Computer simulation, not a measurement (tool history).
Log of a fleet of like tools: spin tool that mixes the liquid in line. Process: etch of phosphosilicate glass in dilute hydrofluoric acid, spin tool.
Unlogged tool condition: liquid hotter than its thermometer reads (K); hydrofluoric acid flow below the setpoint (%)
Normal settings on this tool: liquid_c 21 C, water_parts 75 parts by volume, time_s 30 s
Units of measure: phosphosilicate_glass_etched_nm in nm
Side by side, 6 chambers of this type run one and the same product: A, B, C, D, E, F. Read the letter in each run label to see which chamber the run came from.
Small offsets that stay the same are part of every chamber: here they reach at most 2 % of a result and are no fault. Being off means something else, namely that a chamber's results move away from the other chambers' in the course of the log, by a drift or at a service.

run   hour  liquid_c  water_parts  time_s  hours since the thermometer was replaced  hours since the hydrofluoric acid flow meter was replaced  read-back film thickness of the phosphosilicate glass reference wafer, read on the same gauge (nm)  phosphosilicate_glass_etched_nm
 1A    5.3        21           75      30                                     620.3                                                        482                                                                                              140.01                           53.271
 2B   11.3        21           75      30                                     932.5                                                     1490.7                                                                                              139.99                           52.576
 3D     19        21           75      30                                     942.8                                                      488.6                                                                                              140.01                           52.649
 4C   25.7        21           75      30                                      76.7                                                        919                                                                                              140.01                           52.607
 5E   31.5        21           75      30                                     179.6                                                     1020.5                                                                                              139.99                           52.209
 6F   37.2        21           75      30                                     328.3                                                      816.4                                                                                              140.02                           53.509
 7B   45.7        21           75      30                                     966.9                                                     1525.1                                                                                                 140                           52.043
 8C   52.1        21           75      30                                     103.1                                                      945.4                                                                                              140.01                           52.625
 9A   59.2        21           75      30                                     674.2                                                      535.9                                                                                              139.99                            52.83
10E   65.3        21           75      30                                     213.4                                                     1054.3                                                                                              140.01                           53.017
11F   72.5        21           75      30                                     363.6                                                      851.7                                                                                              139.99                           52.647
12D   78.7        21           75      30                                    1002.5                                                      548.3                                                                                              139.99                           52.492
13D   84.8        21           75      30                                    1008.6                                                      554.4                                                                                              139.98                           52.553
14A   92.5        21           75      30                                     707.5                                                      569.2                                                                                              140.01                           52.282
15C  100.6        21           75      15                                     151.6                                                      993.9                                                                                                 140                           26.225
16B  105.8        21           75      15                                      1027                                                     1585.2                                                                                              139.98                            27.12
17E  111.6        21           75      15                                     259.7                                                     1100.6                                                                                                 140                           26.447
18F    119        21           75      15                                     410.1                                                      898.2                                                                                              139.99                           26.834
19A  126.9        21           75      15                                     741.9                                                      603.6                                                                                              140.02                           26.398
20E  134.9        21           75      15                                       283                                                     1123.9                                                                                              140.01                           26.462
21F    143        21           75      40                                     434.1                                                      922.2                                                                                              140.01                           70.851
     146.8  -- chamber D: thermometer replaced
22C  146.9        21           75      40                                     197.9                                                     1040.2                                                                                              139.99                           69.466
23D  154.1        21           75      40                                       7.3                                                      623.7                                                                                              139.98                           70.147
     158.9  -- chamber D: hydrofluoric acid flow meter replaced
24B  161.5        21           75      40                                    1082.7                                                     1640.9                                                                                                 140                           74.012
25F  167.8        21           75      40                                     458.9                                                        947                                                                                                 140                           70.434
26E  175.2        21           75      40                                     323.3                                                     1164.2                                                                                              139.99                           70.858
       181  -- chamber A: thermometer replaced
27D  181.1        21           75      30                                      34.3                                                       22.3                                                                                              140.03                           52.079
     183.4  -- chamber A: hydrofluoric acid flow meter replaced
28A  188.8        21           75      30                                       7.9                                                        5.5                                                                                              140.01                           53.012
29C  194.9        21           95      30                                     245.9                                                     1088.2                                                                                              139.99                           40.553
30B  201.3        21           95      30                                    1122.5                                                     1680.7                                                                                              140.01                           42.656
31F  207.9        21           95      30                                       499                                                      987.1                                                                                              140.02                           40.551
32C  216.5        21           95      30                                     267.5                                                     1109.8                                                                                                 140                            40.87
33D  225.1        21           95      30                                      78.3                                                       66.3                                                                                              140.01                           39.925
34B  232.2        21           95      30                                    1153.4                                                     1711.6                                                                                              140.01                           43.647
35A  238.7        24           75      30                                      57.8                                                       55.4                                                                                              140.02                           60.509
36E  242.8        24           75      30                                     390.9                                                     1231.8                                                                                              139.98                           60.775
37D  249.9        24           75      30                                     103.1                                                       91.1                                                                                              140.01                           58.656
38B    255        24           75      30                                    1176.2                                                     1734.4                                                                                              139.98                           64.567
     259.3  -- chamber E: hydrofluoric acid flow meter replaced
39A  262.6        24           75      30                                      81.7                                                       79.3                                                                                                 140                           60.634
40F  268.4        24           75      30                                     559.5                                                     1047.6                                                                                              140.01                           58.869
41E  272.5        21           75      50                                     420.6                                                       13.2                                                                                              140.02                           87.365
42C    278        21           75      50                                       329                                                     1171.3                                                                                              139.97                           88.532
43A  284.8        21           75      50                                     103.9                                                      101.5                                                                                              139.99                           89.351
44B  292.9        21           75      50                                    1214.1                                                     1772.3                                                                                              140.01                           95.365

All 6 chambers run these settings next. Forecast each chamber's results:
45A  299.1        21           75      30                                                                                                                                                                                                                                         ?
45B  299.1        21           75      30                                                                                                                                                                                                                                         ?
45C  299.1        21           75      30                                                                                                                                                                                                                                         ?
45D  299.1        21           75      30                                                                                                                                                                                                                                         ?
45E  299.1        21           75      30                                                                                                                                                                                                                                         ?
45F  299.1        21           75      30                                                                                                                                                                                                                                         ?

run  phosphosilicate_glass_etched_nm
45A                           54.081
45B                           56.707
45C                           53.048
45D                           52.257
45E                           52.162
45F                           53.519
